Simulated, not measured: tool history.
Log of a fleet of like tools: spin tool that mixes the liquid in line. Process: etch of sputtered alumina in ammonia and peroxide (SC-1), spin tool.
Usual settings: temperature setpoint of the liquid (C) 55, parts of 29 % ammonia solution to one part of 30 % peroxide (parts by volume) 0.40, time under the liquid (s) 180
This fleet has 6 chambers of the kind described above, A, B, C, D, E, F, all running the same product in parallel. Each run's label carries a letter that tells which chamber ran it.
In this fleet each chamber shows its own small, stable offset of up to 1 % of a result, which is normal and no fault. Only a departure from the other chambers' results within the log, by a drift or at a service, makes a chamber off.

run	hour	temperature setpoint of the liquid (C)	parts of 29 % ammonia solution to one part of 30 % peroxide (parts by volume)	time under the liquid (s)	hours since the thermometer was replaced	hours since the ammonia flow meter was replaced	hours since the heated supply line was repaired	hours since the drum of ammonia solution was connected	read-back film thickness of the sputtered alumina reference wafer, read on the same gauge (nm)	thickness taken off the sputtered alumina on a monitor wafer (Å)
1F	4.6	55	0.40	180	1171.6	47.9	926.3	519.3	90.012	85.053
2A	10.1	55	0.40	180	319.0	558.3	2793.6	326.8	90.004	84.433
3B	14.2	55	0.40	180	1193.3	922.2	538.1	188.6	90.003	85.901
4C	18.4	55	0.40	180	446.4	398.8	407.0	433.0	90.011	85.239
5D	23.3	55	0.40	180	511.6	522.6	671.6	750.0	90.002	85.864
6E	27.2	55	0.40	180	872.6	53.4	1823.4	515.8	90.004	84.802
7F	33.3	46	0.40	180	1200.3	76.6	955.0	548.0	90.003	50.382
8A	37.6	46	0.40	180	346.5	585.8	2821.1	354.3	90.013	52.349
9B	42.2	46	0.40	180	1221.3	950.2	566.1	216.6	89.989	52.523
10D	48.5	46	0.40	180	536.8	547.8	696.8	775.2	90.007	51.837
11E	52.4	46	0.40	180	897.8	78.6	1848.6	541.0	90.006	52.850
12C	57.9	46	0.40	180	485.9	438.3	446.5	472.5	90.008	52.285
13B	61.9	55	0.40	180	1241.0	969.9	585.8	236.3	89.987	84.984
# hour 62.3: chamber B: new drum of ammonia solution connected
14C	68.2	55	0.40	180	496.2	448.6	456.8	482.8	90.023	85.576
15A	74.4	55	0.40	180	383.3	622.6	2857.9	391.1	90.011	85.598
16E	77.6	55	0.40	180	923.0	103.8	1873.8	566.2	90.009	84.604
17D	81.5	55	0.40	180	569.8	580.8	729.8	808.2	90.011	84.579
18F	84.5	55	0.40	180	1251.5	127.8	1006.2	599.2	90.003	86.557
# hour 87.2: chamber F: heated supply line repaired
19E	90.6	55	0.40	180	936.0	116.8	1886.8	579.2	89.981	87.649
20B	96.7	55	0.40	180	1275.8	1004.7	620.6	34.5	89.998	85.196
21C	101.8	55	0.40	180	529.8	482.2	490.4	516.4	90.003	84.968
22A	105.3	55	0.40	180	414.2	653.5	2888.8	422.0	89.999	86.096
# hour 107.4: chamber E: new drum of ammonia solution connected
23D	108.8	55	0.40	180	597.1	608.1	757.1	835.5	90.011	84.646
24F	114.7	55	0.25	75	1281.7	158.0	27.5	629.4	90.009	33.909
25B	117.6	55	0.25	75	1296.7	1025.6	641.5	55.4	90.014	33.101
26F	121.7	55	0.25	75	1288.7	165.0	34.5	636.4	90.004	33.973
# hour 122.3: chamber D: new drum of ammonia solution connected
27C	127.0	55	0.25	75	555.0	507.4	515.6	541.6	90.015	34.253
28D	131.6	55	0.25	75	619.9	630.9	779.9	9.3	89.980	33.394
# hour 135.6: chamber C: ammonia flow meter replaced
29A	135.6	55	0.25	75	444.5	683.8	2919.1	452.3	90.000	33.909
30E	140.5	55	0.40	180	985.9	166.7	1936.7	33.2	89.998	85.720
31E	145.7	50	0.25	180	991.1	171.9	1941.9	38.4	89.996	63.229
32D	151.2	50	0.25	180	639.5	650.5	799.5	28.9	90.016	62.096
33B	156.4	50	0.25	180	1335.5	1064.4	680.3	94.2	90.020	59.213
34A	162.7	50	0.25	180	471.6	710.9	2946.2	479.4	89.991	62.363
35F	168.7	50	0.25	180	1335.7	212.0	81.5	683.4	89.992	61.705
36C	174.0	50	0.25	180	602.0	38.4	562.6	588.6	89.991	62.071
37B	177.0	55	0.40	180	1356.1	1085.0	700.9	114.8	90.010	79.321

Which is it: a chamber that has drifted or been left off by a service, a gauge drift common to all chambers, or only each chamber's usual small offset? If a chamber is off, name it and its likeliest cause.

Little by little, chamber B moves away from the other chambers.
Cause: temperature lost on the way to the wafer (K) = 1.86.
It could be hard to tell apart here from: liquid colder than its thermometer reads (K).

Chamber B could run next with any of the 4 candidate recipes listed below; each alters the usual settings, and their results appear as question marks. Which one brings its results back in line with what the other chambers deliver on the usual settings?
In line here means within this much of the mean the other chambers give on the usual settings: thickness taken off the sputtered alumina on a monitor wafer (Å) 2.800
38B-1	181.5	56.5	0.40	180						?
38B-2	181.5	53.5	0.40	180						?
38B-3	181.5	53.5	0.40	165						?
38B-4	181.5	56.5	0.40	200						?

Mean of the other chambers on the usual settings: thickness taken off the sputtered alumina on a monitor wafer (Å) 85.203
run	thickness taken off the sputtered alumina on a monitor wafer (Å)
38B-1	84.940
38B-2	72.467
38B-3	66.428
38B-4	94.378
The answer is 38B-1, which returns the chamber to within the allowed miss of the others.
